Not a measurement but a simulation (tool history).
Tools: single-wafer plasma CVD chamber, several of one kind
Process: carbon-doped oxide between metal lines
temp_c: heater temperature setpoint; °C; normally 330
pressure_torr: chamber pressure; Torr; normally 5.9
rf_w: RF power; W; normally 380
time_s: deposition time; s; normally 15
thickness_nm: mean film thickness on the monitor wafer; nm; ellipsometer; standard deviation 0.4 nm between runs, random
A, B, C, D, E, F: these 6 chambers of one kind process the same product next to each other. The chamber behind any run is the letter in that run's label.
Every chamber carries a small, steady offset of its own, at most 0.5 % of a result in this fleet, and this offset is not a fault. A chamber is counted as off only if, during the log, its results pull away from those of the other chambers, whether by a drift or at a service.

run,hour,temp_c,pressure_torr,rf_w,time_s,hours since the last thermocouple change,hours since the last RF generator calibration,hours since the last manometer calibration,"read-back reference wafer on the same gauge, thickness_nm",thickness_nm
1A,6.8,330,5.9,380,15,1805.5,122.9,1519.8,67.238,69.157
2F,12,330,5.9,380,15,1426.8,442.7,710.2,67.324,69.354
3E,18.2,330,5.9,380,15,428.3,1565.5,304.3,67.287,69.706
4C,23.1,330,5.9,380,15,605.6,1007.5,426.5,67.313,68.782
5D,27.9,330,5.9,380,15,2139.6,48.7,2778.1,67.309,68.574
6B,32.2,330,5.9,380,15,979.4,1482.2,858.6,67.282,70.185
7B,40.6,330,5.9,380,15,987.8,1490.6,867,67.235,69.733
8E,46,321,5.9,380,13.4,456.1,1593.3,332.1,67.278,64.824
9D,51.7,321,5.9,380,13.4,2163.4,72.5,2801.9,67.316,64.622
10F,60.2,321,5.9,380,13.4,1475,490.9,758.4,67.383,64.72
11C,68.2,321,5.9,380,13.4,650.7,1052.6,471.6,67.339,63.175
12A,74.6,321,5.9,380,13.4,1873.3,190.7,1587.6,67.296,64.353
13F,83.4,321,5.9,380,13.4,1498.2,514.1,781.6,67.297,63.461
14B,89.2,330,5.9,380,15,1036.4,1539.2,915.6,67.284,69.152
15D,96.9,330,5.9,380,15,2208.6,117.7,2847.1,67.264,69.429
16C,104.4,330,5.9,380,15,686.9,1088.8,507.8,67.399,69.018
# hour 107: chamber F: thermocouple changed; heater temperature recalibrated
17A,112.9,330,5.9,380,15,1911.6,229,1625.9,67.317,69.215
18E,117.6,316,5.9,380,15,527.7,1664.9,403.7,67.293,73.41
19D,126.3,316,5.9,380,15,2238,147.1,2876.5,67.334,73.313
20B,133.5,316,5.9,380,15,1080.7,1583.5,959.9,67.255,71.935
21A,140.8,316,5.9,380,15,1939.5,256.9,1653.8,67.33,73.345
22F,146,316,5.9,380,15,39.1,576.7,844.2,67.329,73.652
23C,154.8,316,5.9,380,15,737.3,1139.2,558.2,67.267,72.658
# hour 157.1: chamber B: thermocouple changed; heater temperature recalibrated
24E,162.7,330,5.9,380,15,572.8,1710,448.8,67.333,69.512
25F,171.6,330,4.65,315,15,64.7,602.3,869.8,67.214,58.639
26E,178,330,4.65,315,15,588.1,1725.3,464.1,67.257,59.136
27D,184.6,330,4.65,315,15,2296.3,205.4,2934.8,67.261,58.083
28C,189.9,330,4.65,315,15,772.4,1174.3,593.3,67.346,57.546
29B,194.8,330,4.65,315,15,37.8,1644.8,1021.2,67.268,56.655
30A,198.7,330,4.65,315,15,1997.4,314.8,1711.7,67.226,58.181
# hour 199.5: chamber D: capacitance manometer re-zeroed and calibrated
31E,203,330,5.9,380,15,613.1,1750.3,489.1,67.333,69.108
32B,207.1,330,5.9,380,15,50.1,1657.1,1033.5,67.257,67.362
33C,214,330,5.9,380,15,796.5,1198.4,617.4,67.288,68.829
# hour 217.6: chamber E: RF generator calibrated
34D,218.3,330,5.9,380,15,2330,239.1,18.8,67.309,68.948
35F,225.4,330,5.9,380,15,118.5,656.1,923.6,67.345,69.387
36A,229.8,330,5.9,380,15,2028.5,345.9,1742.8,67.284,69.764
37B,234.2,330,5.9,380,15,77.2,1684.2,1060.6,67.352,65.95
38D,242.6,330,5.9,380,15,2354.3,263.4,43.1,67.248,68.805
39A,247.4,330,5.9,380,15,2046.1,363.5,1760.4,67.329,69.741
40C,253.6,330,5.9,380,15,836.1,1238,657,67.237,69.202
41F,257.7,330,5.9,380,17.5,150.8,688.4,955.9,67.227,81.018
42E,264,330,5.9,380,17.5,674.1,46.4,550.1,67.393,81.543
43B,270.2,330,5.9,380,17.5,113.2,1720.2,1096.6,67.266,75.995
44A,276.7,330,5.9,380,17.5,2075.4,392.8,1789.7,67.281,79.719

Is one chamber off against the others, does the gauge drift, or is nothing wrong? If a chamber is off, say which, and what the likeliest cause is.

Little by little, chamber B moves away from the other chambers.
What lies behind it: delivered RF power below the setpoint (%) = 7.13.

Chamber B could run next with any of the 4 candidate recipes listed below; each alters the usual settings, and their results appear as question marks. Which one brings its results back in line with what the other chambers deliver on the usual settings?
Counts as in line when no further than this from what the other chambers average on the usual settings: thickness_nm 1.4 nm
45B-1,283.1,329,5.93,390,15.5,,,,,?
45B-2,283.1,330,5.91,385,15.2,,,,,?
45B-3,283.1,330,5.89,375,14.8,,,,,?
45B-4,283.1,331,5.87,370,14.5,,,,,?

On the usual settings, the other chambers give on average: thickness_nm 69.349 nm
run,thickness_nm
45B-1,69.199
45B-2,66.944
45B-3,63.877
45B-4,61.729
45B-1 puts the chamber back in line with the other chambers.
